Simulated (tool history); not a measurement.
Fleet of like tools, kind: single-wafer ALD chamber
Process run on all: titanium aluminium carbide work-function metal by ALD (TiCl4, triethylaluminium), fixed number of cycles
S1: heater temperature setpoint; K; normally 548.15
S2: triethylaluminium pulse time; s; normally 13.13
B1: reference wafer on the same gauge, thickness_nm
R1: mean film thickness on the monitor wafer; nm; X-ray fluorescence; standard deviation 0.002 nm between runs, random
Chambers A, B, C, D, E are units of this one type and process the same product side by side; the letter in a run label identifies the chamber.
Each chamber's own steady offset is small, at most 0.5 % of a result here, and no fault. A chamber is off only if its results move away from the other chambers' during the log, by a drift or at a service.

{"run": "1A", "hour": 7.6, "S1": 548.15, "S2": 13.13, "B1": 1.7498, "R1": 1.8245}
{"run": "2E", "hour": 13.7, "S1": 548.15, "S2": 13.13, "B1": 1.7495, "R1": 1.8198}
{"run": "3C", "hour": 22.7, "S1": 548.15, "S2": 13.13, "B1": 1.7493, "R1": 1.8193}
{"run": "4D", "hour": 32.7, "S1": 548.15, "S2": 13.13, "B1": 1.7493, "R1": 1.8222}
{"run": "5B", "hour": 38.4, "S1": 548.15, "S2": 13.13, "B1": 1.7487, "R1": 1.8161}
{"run": "6B", "hour": 44.4, "S1": 541.15, "S2": 13.13, "B1": 1.7492, "R1": 1.7555}
{"run": "7E", "hour": 50.5, "S1": 541.15, "S2": 13.13, "B1": 1.7477, "R1": 1.7589}
{"run": "8D", "hour": 56.7, "S1": 541.15, "S2": 13.13, "B1": 1.748, "R1": 1.7657}
{"run": "9C", "hour": 62.5, "S1": 541.15, "S2": 13.13, "B1": 1.7484, "R1": 1.7551}
{"run": "10A", "hour": 72.0, "S1": 541.15, "S2": 13.13, "B1": 1.7472, "R1": 1.7602}
{"run": "11B", "hour": 80.6, "S1": 548.15, "S2": 13.13, "B1": 1.7481, "R1": 1.8155}
{"run": "12E", "hour": 91.5, "S1": 548.15, "S2": 13.13, "B1": 1.7472, "R1": 1.8161}
{"hour": 94.1, "done": "chamber C: thermocouple changed; heater temperature recalibrated"}
{"run": "13C", "hour": 100.1, "S1": 548.15, "S2": 13.13, "B1": 1.7463, "R1": 1.8136}
{"run": "14A", "hour": 109.5, "S1": 548.15, "S2": 13.13, "B1": 1.7466, "R1": 1.8184}
{"run": "15D", "hour": 118.1, "S1": 548.15, "S2": 13.13, "B1": 1.7461, "R1": 1.821}
{"run": "16E", "hour": 123.7, "S1": 548.15, "S2": 13.13, "B1": 1.7461, "R1": 1.8167}
{"run": "17D", "hour": 132.8, "S1": 548.15, "S2": 13.13, "B1": 1.746, "R1": 1.8256}
{"run": "18C", "hour": 138.9, "S1": 548.15, "S2": 13.13, "B1": 1.7456, "R1": 1.8161}
{"run": "19B", "hour": 145.5, "S1": 548.15, "S2": 13.13, "B1": 1.7461, "R1": 1.8131}
{"hour": 146.7, "done": "chamber B: triethylaluminium bottle replaced"}
{"run": "20A", "hour": 153.1, "S1": 543.15, "S2": 10.6, "B1": 1.7448, "R1": 1.7465}
{"run": "21A", "hour": 160.3, "S1": 543.15, "S2": 10.6, "B1": 1.7445, "R1": 1.7461}
{"run": "22E", "hour": 168.5, "S1": 543.15, "S2": 10.6, "B1": 1.7441, "R1": 1.7456}
{"hour": 176.2, "done": "chamber E: thermocouple changed; heater temperature recalibrated"}
{"run": "23B", "hour": 178.7, "S1": 543.15, "S2": 10.6, "B1": 1.7444, "R1": 1.7441}
{"run": "24C", "hour": 184.3, "S1": 543.15, "S2": 10.6, "B1": 1.7437, "R1": 1.7462}
{"hour": 188.0, "done": "chamber C: triethylaluminium bottle replaced"}
{"run": "25D", "hour": 190.0, "S1": 548.15, "S2": 13.13, "B1": 1.7446, "R1": 1.8199}
{"run": "26A", "hour": 198.3, "S1": 556.15, "S2": 14.83, "B1": 1.7436, "R1": 1.8973}
{"run": "27B", "hour": 208.5, "S1": 556.15, "S2": 14.83, "B1": 1.7432, "R1": 1.8904}
{"run": "28D", "hour": 216.4, "S1": 556.15, "S2": 14.83, "B1": 1.7434, "R1": 1.9008}
{"run": "29C", "hour": 224.4, "S1": 556.15, "S2": 14.83, "B1": 1.7431, "R1": 1.8927}
{"run": "30E", "hour": 233.1, "S1": 556.15, "S2": 14.83, "B1": 1.7426, "R1": 1.8913}
{"run": "31C", "hour": 239.8, "S1": 548.15, "S2": 13.13, "B1": 1.7425, "R1": 1.8144}

Has any chamber moved away from the others, gradually or after a service, or does the common gauge drift, or do the chambers differ only by their own small steady offsets? State the chamber and the most likely cause if one applies.

Gauge drift. The chambers move together only on paper, and none stands off.
Most likely cause: gauge reads low (%) = 0.45.

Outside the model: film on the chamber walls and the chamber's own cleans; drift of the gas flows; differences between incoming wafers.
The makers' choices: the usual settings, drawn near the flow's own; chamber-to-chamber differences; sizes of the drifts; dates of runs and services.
